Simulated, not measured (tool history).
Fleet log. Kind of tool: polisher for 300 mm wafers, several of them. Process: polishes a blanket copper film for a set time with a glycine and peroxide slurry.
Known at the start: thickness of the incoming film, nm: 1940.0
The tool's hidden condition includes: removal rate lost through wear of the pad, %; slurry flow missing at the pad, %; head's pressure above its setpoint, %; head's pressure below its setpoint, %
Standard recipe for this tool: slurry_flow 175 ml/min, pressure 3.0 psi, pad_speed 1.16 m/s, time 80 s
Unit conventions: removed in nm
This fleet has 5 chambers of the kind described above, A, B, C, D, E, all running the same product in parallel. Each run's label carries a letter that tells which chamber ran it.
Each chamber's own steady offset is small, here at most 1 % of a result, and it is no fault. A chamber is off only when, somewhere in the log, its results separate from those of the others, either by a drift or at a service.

run     day  slurry_flow  pressure  pad_speed  time  wafers polished on this pad  hours since the slurry nozzle was cleaned  hours since the head pressure was calibrated  removed
      0.362  -- chamber A: worn pad replaced by a new one
 1C   0.458          175       3.0       1.16    80                          312                                      115.4                                         399.4   565.10
 2A   0.683          175       3.0       1.16    80                           68                                      108.3                                          30.5   553.13
      0.817  -- chamber B: worn pad replaced by a new one
 3B   1.138          175       3.0       1.16    80                           68                                       88.8                                          63.7   559.66
 4E   1.525          175       3.0       1.16    80                          861                                       53.4                                         468.9   553.12
      1.812  -- chamber D: worn pad replaced by a new one
 5D   1.817          175       3.0       1.16    80                            1                                      601.4                                         894.5   561.72
 6B   2.033          175       3.0       1.16    80                          258                                      110.3                                          85.2   557.66
 7C   2.367          175       3.0       1.16    80                          716                                      161.2                                         445.2   564.88
 8E   2.688          175       3.0       1.16    80                         1107                                       81.3                                         496.8   556.37
      2.733  -- chamber D: head pressure recalibrated
 9A   2.950          175       3.0       1.16    80                          548                                      162.7                                          84.9   554.53
      3.254  -- chamber B: worn pad replaced by a new one
10D   3.283          175       3.0       1.16    80                          311                                      636.6                                          13.2   560.32
      3.542  -- chamber D: slurry nozzle cleaned
11D   3.754          175       2.5       1.16    80                          411                                        5.1                                          24.5   474.32
      4.033  -- chamber E: worn pad replaced by a new one
12B   4.133          175       2.5       1.16    80                          186                                      160.7                                         135.6   483.07
13E   4.517          175       2.5       1.16    80                          103                                      125.2                                         540.7   473.14
      4.546  -- chamber D: worn pad replaced by a new one
14C   4.758          175       2.5       1.16    80                         1222                                      218.6                                         502.6   486.34
15A   5.017          175       2.5       1.16    80                          986                                      212.3                                         134.5   483.07
      5.025  -- chamber C: worn pad replaced by a new one
      5.479  -- chamber A: worn pad replaced by a new one
16E   5.479          175       3.0       1.34    80                          306                                      148.3                                         563.8   627.45
17B   5.817          175       3.0       1.34    80                          543                                      201.1                                         176.0   633.02
      5.983  -- chamber B: worn pad replaced by a new one
18D   6.179          175       3.0       1.34    80                          346                                       63.3                                          82.7   628.50
19C   6.450          175       3.0       1.34    80                          302                                      259.2                                         543.2   641.99
20A   6.721          175       3.0       1.34    80                          263                                      253.2                                         175.4   625.78
      6.788  -- chamber D: worn pad replaced by a new one
21B   7.033          175       3.0       1.16    80                          222                                      230.3                                         205.2   555.32
      7.125  -- chamber A: slurry nozzle cleaned
22A   7.446          175       3.3       0.78    80                          417                                        7.8                                         192.8   431.08
23E   7.792          175       3.3       0.78    80                          796                                      203.8                                         619.3   422.81
24C   8.200          175       3.3       0.78    80                          672                                      301.2                                         585.2   431.48
      8.212  -- chamber B: worn pad replaced by a new one
      8.238  -- chamber C: slurry nozzle cleaned
25D   8.683          175       3.3       0.78    80                          401                                      123.4                                         142.8   430.77
26E   9.150          175       3.3       0.78    80                         1084                                      236.4                                         651.9   423.62
      9.442  -- chamber D: worn pad replaced by a new one
27C   9.612          175       3.0       1.16    80                          971                                       33.0                                         619.1   559.67
28D   9.829          175       3.0       1.16    80                           82                                      150.9                                         170.3   558.97
     10.146  -- chamber A: worn pad replaced by a new one
29B  10.288          175       3.0       1.16    80                          440                                      308.4                                         283.3   559.66
     10.417  -- chamber C: worn pad replaced by a new one
30A  10.558          175       3.0       1.16    80                           87                                       82.5                                         267.5   557.75
     10.679  -- chamber B: worn pad replaced by a new one
31E  11.017          175       3.0       1.16    80                         1479                                      281.2                                         696.7   554.94
     11.183  -- chamber E: worn pad replaced by a new one
32D  11.250          175       3.0       1.16    80                          383                                      185.0                                         204.4   548.53
33A  11.508          175       3.0       1.16    80                          288                                      105.3                                         290.3   552.41
34B  11.825          175       3.0       1.16    80                          243                                      345.3                                         320.2   553.05
35C  12.058          145       3.0       1.16    80                          348                                       91.7                                         677.8   540.50
36C  12.404          145       3.0       1.16    80                          421                                      100.0                                         686.1   550.36
37E  12.754          145       3.0       1.16    80                          332                                      322.9                                         738.4   536.22

Is one chamber off against the others, does the gauge drift, or is nothing wrong? If a chamber is off, say which, and what the likeliest cause is.

No chamber stands off beyond its own small offset, and the gauge holds steady.
